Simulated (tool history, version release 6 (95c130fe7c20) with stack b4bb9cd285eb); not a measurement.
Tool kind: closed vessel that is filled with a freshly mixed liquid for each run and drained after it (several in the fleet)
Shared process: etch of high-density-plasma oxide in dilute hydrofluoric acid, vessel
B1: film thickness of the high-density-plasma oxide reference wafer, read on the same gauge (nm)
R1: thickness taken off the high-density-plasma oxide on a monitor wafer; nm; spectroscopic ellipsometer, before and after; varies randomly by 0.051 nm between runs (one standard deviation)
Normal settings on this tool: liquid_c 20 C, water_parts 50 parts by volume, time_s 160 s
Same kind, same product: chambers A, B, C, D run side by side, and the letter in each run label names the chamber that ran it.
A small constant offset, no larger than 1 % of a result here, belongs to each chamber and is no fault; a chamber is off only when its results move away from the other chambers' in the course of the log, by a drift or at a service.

run 1B hour=15.5 | liquid_c=20 water_parts=50 time_s=160 | B1=129.94 | R1=14.664
run 2D hour=23.6 | liquid_c=20 water_parts=50 time_s=160 | B1=130.02 | R1=14.716
run 3C hour=33.8 | liquid_c=20 water_parts=50 time_s=160 | B1=130.02 | R1=14.799
run 4A hour=47.6 | liquid_c=20 water_parts=50 time_s=160 | B1=130.03 | R1=14.74
run 5D hour=59.7 | liquid_c=20 water_parts=50 time_s=160 | B1=130 | R1=14.756
run 6B hour=75.8 | liquid_c=20 water_parts=50 time_s=160 | B1=129.99 | R1=14.785
run 7A hour=86.2 | liquid_c=20 water_parts=50 time_s=160 | B1=130 | R1=14.747
run 8C hour=94 | liquid_c=20 water_parts=50 time_s=160 | B1=130.01 | R1=14.756
run 9B hour=104.5 | liquid_c=20 water_parts=50 time_s=160 | B1=129.97 | R1=14.74
run 10A hour=118.6 | liquid_c=20 water_parts=50 time_s=160 | B1=130.01 | R1=14.621
run 11D hour=133.7 | liquid_c=20 water_parts=50 time_s=160 | B1=129.95 | R1=14.675
run 12C hour=142.1 | liquid_c=20 water_parts=50 time_s=160 | B1=130.01 | R1=14.88
run 13B hour=153.2 | liquid_c=20 water_parts=50 time_s=160 | B1=130.01 | R1=14.709
run 14D hour=165.3 | liquid_c=20 water_parts=50 time_s=160 | B1=129.98 | R1=14.567
run 15C hour=172.8 | liquid_c=20 water_parts=50 time_s=160 | B1=130.01 | R1=14.927
run 16A hour=181.8 | liquid_c=20 water_parts=50 time_s=160 | B1=130 | R1=14.715
run 17C hour=190.5 | liquid_c=20 water_parts=50 time_s=160 | B1=129.99 | R1=14.867
run 18B hour=203 | liquid_c=20 water_parts=50 time_s=160 | B1=129.95 | R1=14.661
run 19D hour=212.7 | liquid_c=20 water_parts=50 time_s=160 | B1=130.03 | R1=14.452
run 20A hour=228.6 | liquid_c=20 water_parts=50 time_s=160 | B1=130 | R1=14.659
run 21C hour=243.9 | liquid_c=20 water_parts=50 time_s=160 | B1=130.01 | R1=14.847
run 22A hour=254.3 | liquid_c=20 water_parts=50 time_s=160 | B1=130.03 | R1=14.768
run 23D hour=267 | liquid_c=20 water_parts=50 time_s=160 | B1=130.03 | R1=14.555
run 24B hour=275 | liquid_c=20 water_parts=50 time_s=160 | B1=130 | R1=14.615
run 25B hour=283 | liquid_c=20 water_parts=50 time_s=160 | B1=130.01 | R1=14.636
run 26C hour=292.1 | liquid_c=20 water_parts=50 time_s=160 | B1=129.99 | R1=14.894
run 27A hour=307.2 | liquid_c=20 water_parts=50 time_s=160 | B1=130.05 | R1=14.661
run 28D hour=317.8 | liquid_c=20 water_parts=50 time_s=160 | B1=129.99 | R1=14.315
run 29C hour=328.7 | liquid_c=17 water_parts=65 time_s=160 | B1=130 | R1=9.8486
run 30B hour=337.3 | liquid_c=17 water_parts=65 time_s=160 | B1=130 | R1=9.8156
run 31D hour=346.1 | liquid_c=17 water_parts=65 time_s=160 | B1=130.01 | R1=9.5616
run 32A hour=356.2 | liquid_c=17 water_parts=65 time_s=160 | B1=129.99 | R1=9.7912
run 33D hour=368.5 | liquid_c=20 water_parts=50 time_s=160 | B1=129.98 | R1=14.33
run 34A hour=376.1 | liquid_c=20 water_parts=50 time_s=160 | B1=130.02 | R1=14.655
run 35B hour=391 | liquid_c=20 water_parts=50 time_s=160 | B1=130.03 | R1=14.647
run 36C hour=407 | liquid_c=20 water_parts=50 time_s=160 | B1=130.01 | R1=14.921
run 37C hour=419 | liquid_c=20 water_parts=50 time_s=160 | B1=130.02 | R1=14.88
run 38A hour=430.4 | liquid_c=20 water_parts=50 time_s=160 | B1=130.02 | R1=14.768

All chambers now run identical settings, listed one chamber a line with results as question marks. What results will each chamber show?
run 39A hour=442 | liquid_c=20 water_parts=50 time_s=160 | R1=?
run 39B hour=442 | liquid_c=20 water_parts=50 time_s=160 | R1=?
run 39C hour=442 | liquid_c=20 water_parts=50 time_s=160 | R1=?
run 39D hour=442 | liquid_c=20 water_parts=50 time_s=160 | R1=?

run=39A R1=14.758
run=39B R1=14.655
run=39C R1=14.822
run=39D R1=14.183

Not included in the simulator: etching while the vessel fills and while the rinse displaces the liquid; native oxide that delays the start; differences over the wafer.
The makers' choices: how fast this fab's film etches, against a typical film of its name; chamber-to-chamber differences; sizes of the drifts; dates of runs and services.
